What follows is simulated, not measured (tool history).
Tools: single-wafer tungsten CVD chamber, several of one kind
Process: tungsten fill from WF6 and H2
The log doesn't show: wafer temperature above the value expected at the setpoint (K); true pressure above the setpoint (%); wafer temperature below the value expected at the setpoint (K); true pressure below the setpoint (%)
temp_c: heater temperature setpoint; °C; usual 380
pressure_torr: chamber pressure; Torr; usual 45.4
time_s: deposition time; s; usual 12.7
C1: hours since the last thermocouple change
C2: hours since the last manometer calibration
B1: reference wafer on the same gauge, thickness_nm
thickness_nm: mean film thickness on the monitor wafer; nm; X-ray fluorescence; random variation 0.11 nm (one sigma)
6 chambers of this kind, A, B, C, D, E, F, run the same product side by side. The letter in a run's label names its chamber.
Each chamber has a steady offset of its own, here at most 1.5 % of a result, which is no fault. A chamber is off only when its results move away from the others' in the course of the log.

run 1D hour=8.4 | temp_c=380 pressure_torr=45.4 time_s=12.7 | C1=1508.7 C2=619.3 | B1=30.891 | thickness_nm=30.356
run 2F hour=16.1 | temp_c=380 pressure_torr=45.4 time_s=12.7 | C1=1207.8 C2=918.8 | B1=30.906 | thickness_nm=30.216
run 3B hour=19.8 | temp_c=380 pressure_torr=45.4 time_s=12.7 | C1=3218.4 C2=955.7 | B1=30.889 | thickness_nm=30.330
run 4A hour=23.9 | temp_c=380 pressure_torr=45.4 time_s=12.7 | C1=26.0 C2=1172.9 | B1=30.907 | thickness_nm=30.772
run 5E hour=27.5 | temp_c=380 pressure_torr=45.4 time_s=12.7 | C1=311.7 C2=372.7 | B1=30.900 | thickness_nm=30.330
run 6C hour=35.8 | temp_c=380 pressure_torr=45.4 time_s=12.7 | C1=997.1 C2=1085.4 | B1=30.879 | thickness_nm=29.849
run 7F hour=40.6 | temp_c=380 pressure_torr=45.4 time_s=12.7 | C1=1232.3 C2=943.3 | B1=30.911 | thickness_nm=30.485
run 8E hour=45.8 | temp_c=380 pressure_torr=45.4 time_s=12.7 | C1=330.0 C2=391.0 | B1=30.911 | thickness_nm=30.283
run 9B hour=53.5 | temp_c=380 pressure_torr=45.4 time_s=12.7 | C1=3252.1 C2=989.4 | B1=30.928 | thickness_nm=30.396
run 10C hour=61.1 | temp_c=380 pressure_torr=45.4 time_s=12.7 | C1=1022.4 C2=1110.7 | B1=30.919 | thickness_nm=29.819
run 11D hour=66.2 | temp_c=380 pressure_torr=45.4 time_s=12.7 | C1=1566.5 C2=677.1 | B1=30.914 | thickness_nm=30.213
run 12A hour=73.4 | temp_c=373 pressure_torr=45.4 time_s=12.7 | C1=75.5 C2=1222.4 | B1=30.878 | thickness_nm=26.341
run 13C hour=78.6 | temp_c=373 pressure_torr=45.4 time_s=12.7 | C1=1039.9 C2=1128.2 | B1=30.887 | thickness_nm=25.804
run 14D hour=84.4 | temp_c=373 pressure_torr=45.4 time_s=12.7 | C1=1584.7 C2=695.3 | B1=30.898 | thickness_nm=26.380
run 15B hour=89.9 | temp_c=373 pressure_torr=45.4 time_s=12.7 | C1=3288.5 C2=1025.8 | B1=30.912 | thickness_nm=26.308
run 16A hour=95.9 | temp_c=373 pressure_torr=45.4 time_s=12.7 | C1=98.0 C2=1244.9 | B1=30.912 | thickness_nm=26.550
-- hour=99.2 chamber B: thermocouple changed; heater temperature recalibrated
-- hour=99.6 chamber C: capacitance manometer re-zeroed and calibrated
run 17F hour=100.4 | temp_c=373 pressure_torr=45.4 time_s=12.7 | C1=1292.1 C2=1003.1 | B1=30.899 | thickness_nm=26.101
run 18E hour=104.9 | temp_c=380 pressure_torr=45.4 time_s=12.7 | C1=389.1 C2=450.1 | B1=30.903 | thickness_nm=30.275
run 19D hour=108.8 | temp_c=380 pressure_torr=45.4 time_s=12.7 | C1=1609.1 C2=719.7 | B1=30.931 | thickness_nm=30.287
run 20F hour=114.7 | temp_c=380 pressure_torr=45.4 time_s=12.7 | C1=1306.4 C2=1017.4 | B1=30.912 | thickness_nm=30.343
run 21B hour=120.7 | temp_c=380 pressure_torr=45.4 time_s=12.7 | C1=21.6 C2=1056.6 | B1=30.913 | thickness_nm=30.193
run 22A hour=125.5 | temp_c=380 pressure_torr=45.4 time_s=10.6 | C1=127.6 C2=1274.5 | B1=30.877 | thickness_nm=25.466
run 23C hour=131.2 | temp_c=380 pressure_torr=45.4 time_s=10.6 | C1=1092.5 C2=31.6 | B1=30.877 | thickness_nm=25.028
run 24E hour=138.5 | temp_c=380 pressure_torr=45.4 time_s=10.6 | C1=422.7 C2=483.7 | B1=30.891 | thickness_nm=24.915
run 25C hour=142.2 | temp_c=380 pressure_torr=45.4 time_s=10.6 | C1=1103.5 C2=42.6 | B1=30.905 | thickness_nm=24.930
run 26E hour=148.7 | temp_c=380 pressure_torr=45.4 time_s=10.6 | C1=432.9 C2=493.9 | B1=30.905 | thickness_nm=24.993
run 27A hour=156.9 | temp_c=380 pressure_torr=45.4 time_s=10.6 | C1=159.0 C2=1305.9 | B1=30.890 | thickness_nm=25.557
run 28B hour=162.5 | temp_c=380 pressure_torr=45.4 time_s=12.7 | C1=63.4 C2=1098.4 | B1=30.913 | thickness_nm=30.530
-- hour=166.5 chamber B: capacitance manometer re-zeroed and calibrated
run 29D hour=166.7 | temp_c=380 pressure_torr=45.4 time_s=12.7 | C1=1667.0 C2=777.6 | B1=30.904 | thickness_nm=30.361
run 30F hour=172.2 | temp_c=380 pressure_torr=45.4 time_s=12.7 | C1=1363.9 C2=1074.9 | B1=30.891 | thickness_nm=30.332
run 31F hour=178.3 | temp_c=380 pressure_torr=45.4 time_s=12.7 | C1=1370.0 C2=1081.0 | B1=30.926 | thickness_nm=30.263
run 32A hour=182.4 | temp_c=380 pressure_torr=45.4 time_s=12.7 | C1=184.5 C2=1331.4 | B1=30.933 | thickness_nm=30.561
-- hour=182.7 chamber F: thermocouple changed; heater temperature recalibrated
run 33C hour=186.1 | temp_c=380 pressure_torr=45.4 time_s=12.7 | C1=1147.4 C2=86.5 | B1=30.883 | thickness_nm=29.909
run 34E hour=192.7 | temp_c=380 pressure_torr=45.4 time_s=12.7 | C1=476.9 C2=537.9 | B1=30.899 | thickness_nm=29.705
run 35D hour=200.7 | temp_c=380 pressure_torr=45.4 time_s=12.7 | C1=1701.0 C2=811.6 | B1=30.888 | thickness_nm=30.332
run 36B hour=208.6 | temp_c=380 pressure_torr=45.4 time_s=12.7 | C1=109.5 C2=42.1 | B1=30.904 | thickness_nm=30.345
run 37C hour=213.7 | temp_c=380 pressure_torr=45.4 time_s=12.7 | C1=1175.0 C2=114.1 | B1=30.927 | thickness_nm=29.857
run 38B hour=222.0 | temp_c=380 pressure_torr=45.4 time_s=12.7 | C1=122.9 C2=55.5 | B1=30.903 | thickness_nm=30.274
run 39A hour=229.2 | temp_c=380 pressure_torr=45.4 time_s=12.7 | C1=231.3 C2=1378.2 | B1=30.892 | thickness_nm=30.541
run 40D hour=233.3 | temp_c=380 pressure_torr=45.4 time_s=12.7 | C1=1733.6 C2=844.2 | B1=30.899 | thickness_nm=30.341
run 41E hour=239.5 | temp_c=380 pressure_torr=45.4 time_s=12.7 | C1=523.7 C2=584.7 | B1=30.882 | thickness_nm=29.146
run 42F hour=245.7 | temp_c=380 pressure_torr=45.4 time_s=12.7 | C1=63.1 C2=1148.4 | B1=30.894 | thickness_nm=30.474
run 43B hour=251.6 | temp_c=380 pressure_torr=45.4 time_s=12.7 | C1=152.5 C2=85.1 | B1=30.914 | thickness_nm=30.221

Is one chamber off against the others, does the gauge drift, or is nothing wrong? If a chamber is off, say which, and what the likeliest cause is.

Chamber E drifts away from the others.
Cause: wafer temperature below the value expected at the setpoint (K) = 1.95.
The log may not tell that from: true pressure below the setpoint (%).

Here are 4 candidates for chamber E's next run, each the usual settings with a change, their results left as question marks. Which one brings its results back in line with what the others give on the usual settings?
In line means no further than this from the other chambers' mean on the usual settings: thickness_nm 0.390 nm
run 44E-1 hour=257.7 | temp_c=379 pressure_torr=45.1 time_s=12.6 | thickness_nm=?
run 44E-2 hour=257.7 | temp_c=380 pressure_torr=46.5 time_s=12.7 | thickness_nm=?
run 44E-3 hour=257.7 | temp_c=380 pressure_torr=45.3 time_s=12.6 | thickness_nm=?
run 44E-4 hour=257.7 | temp_c=381 pressure_torr=45.8 time_s=12.8 | thickness_nm=?

The other chambers' mean on the usual settings: thickness_nm 30.259 nm
run=44E-1 thickness_nm=28.251
run=44E-2 thickness_nm=29.476
run=44E-3 thickness_nm=28.895
run=44E-4 thickness_nm=30.113
44E-4 brings the chamber back in line.
